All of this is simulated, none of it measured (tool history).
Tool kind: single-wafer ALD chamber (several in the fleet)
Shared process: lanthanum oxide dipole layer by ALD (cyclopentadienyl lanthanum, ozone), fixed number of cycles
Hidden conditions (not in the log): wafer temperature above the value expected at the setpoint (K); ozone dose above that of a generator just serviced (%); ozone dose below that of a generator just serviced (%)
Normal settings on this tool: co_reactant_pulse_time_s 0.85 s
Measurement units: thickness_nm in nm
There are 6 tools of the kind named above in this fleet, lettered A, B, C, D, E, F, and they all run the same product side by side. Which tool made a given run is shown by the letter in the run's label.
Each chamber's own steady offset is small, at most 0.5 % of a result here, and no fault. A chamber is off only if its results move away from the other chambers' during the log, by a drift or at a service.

run   hour  co_reactant_pulse_time_s  hours since the last thermocouple change  hours since the last ozone generator service  read-back reference wafer on the same gauge, thickness_nm  thickness_nm
 1D    6.7                      0.85                                     571.7                                         309.6                                                    0.51807       0.47221
 2E   12.4                      0.85                                     593.7                                          41.4                                                    0.51748       0.47198
 3B   18.8                      0.85                                     985.4                                         311.8                                                    0.51733       0.47474
 4F   24.7                      0.85                                     148.0                                          46.5                                                    0.51786       0.47140
 5C   32.2                      0.85                                    2361.4                                         654.8                                                    0.51727       0.47498
 6A   43.0                      0.85                                     125.6                                         605.5                                                    0.51812       0.47449
 7D   54.9                      0.85                                     619.9                                         357.8                                                    0.51802       0.46924
 8F   65.0                      0.85                                     188.3                                          86.8                                                    0.51809       0.46769
 9C   76.0                      0.85                                    2405.2                                         698.6                                                    0.51801       0.47494
10E   85.2                      0.85                                     666.5                                         114.2                                                    0.51829       0.46566
11B   91.4                      0.85                                    1058.0                                         384.4                                                    0.51889       0.47223
12A  101.4                      0.97                                     184.0                                         663.9                                                    0.51833       0.49932
13D  108.8                      0.97                                     673.8                                         411.7                                                    0.51855       0.48981
14A  119.5                      0.97                                     202.1                                         682.0                                                    0.51842       0.49413
15F  128.5                      0.97                                     251.8                                         150.3                                                    0.51730       0.49309
16B  137.1                      0.97                                    1103.7                                         430.1                                                    0.51801       0.49244
17E  146.8                      0.97                                     728.1                                         175.8                                                    0.51821       0.49403
18C  157.6                      0.85                                    2486.8                                         780.2                                                    0.51774       0.47701
     159.6  -- chamber C: thermocouple changed; heater temperature recalibrated
19B  166.6                      0.85                                    1133.2                                         459.6                                                    0.51797       0.46168
20E  175.2                      0.85                                     756.5                                         204.2                                                    0.51806       0.47197
21F  185.2                      0.85                                     308.5                                         207.0                                                    0.51774       0.47056
22A  195.9                      0.85                                     278.5                                         758.4                                                    0.51805       0.47292
23C  206.3                      0.85                                      46.8                                         828.9                                                    0.51818       0.47048
24D  213.0                      0.85                                     778.0                                         515.9                                                    0.51814       0.47221
25F  221.5                      0.85                                     344.8                                         243.3                                                    0.51816       0.46998
26D  232.8                      0.98                                     797.8                                         535.7                                                    0.51748       0.49904
27C  242.2                      0.98                                      82.7                                         864.8                                                    0.51814       0.49694
28B  252.6                      0.98                                    1219.2                                         545.6                                                    0.51731       0.48062
29E  257.8                      0.98                                     839.1                                         286.8                                                    0.51863       0.49746
30A  266.6                      0.98                                     349.2                                         829.1                                                    0.51755       0.49908
31B  275.4                      0.98                                    1242.0                                         568.4                                                    0.51796       0.48393
32C  285.8                      0.57                                     126.3                                         908.4                                                    0.51831       0.39192
33F  294.3                      0.57                                     417.6                                         316.1                                                    0.51845       0.38972
34E  304.1                      0.57                                     885.4                                         333.1                                                    0.51793       0.39469
35D  311.4                      0.57                                     876.4                                         614.3                                                    0.51840       0.39289
36A  317.7                      0.57                                     400.3                                         880.2                                                    0.51806       0.39688
37D  327.8                      0.57                                     892.8                                         630.7                                                    0.51841       0.39284
38A  337.7                      0.85                                     420.3                                         900.2                                                    0.51766       0.47088
39E  345.3                      0.85                                     926.6                                         374.3                                                    0.51714       0.46989
40C  356.7                      0.85                                     197.2                                         979.3                                                    0.51802       0.46946
41B  364.2                      0.85                                    1330.8                                         657.2                                                    0.51859       0.44653
42F  375.8                      0.85                                     499.1                                         397.6                                                    0.51824       0.46491
43D  387.4                      0.85                                     952.4                                         690.3                                                    0.51770       0.47649

Decide between three cases: one chamber stands off from its peers, the gauge reading all wafers drifts, or nothing is wrong past each chamber's small offset. Where a chamber is off, say which and what most likely put it there.

Chamber B drifts away from the others.
Cause: ozone dose below that of a generator just serviced (%) = 12.9.

Below are 4 candidate recipes for chamber B's next run, each the usual settings with a change, their results shown as question marks. Which of them brings B's results back in line with what the other chambers give on the usual settings?
Maximum distance from the other chambers' mean on the usual settings for a result to count as in line: thickness_nm 0.00890 nm
44B-1  396.0                      0.81                                                                                                                                                                ?
44B-2  396.0                      0.97                                                                                                                                                                ?
44B-3  396.0                      0.75                                                                                                                                                                ?
44B-4  396.0                      0.89                                                                                                                                                                ?

What the other chambers average on the usual settings: thickness_nm 0.47170 nm
  run  thickness_nm
44B-1       0.43732
44B-2       0.47273
44B-3       0.42121
44B-4       0.45629
Change 44B-2 lands the chamber within the allowed miss of the other chambers.

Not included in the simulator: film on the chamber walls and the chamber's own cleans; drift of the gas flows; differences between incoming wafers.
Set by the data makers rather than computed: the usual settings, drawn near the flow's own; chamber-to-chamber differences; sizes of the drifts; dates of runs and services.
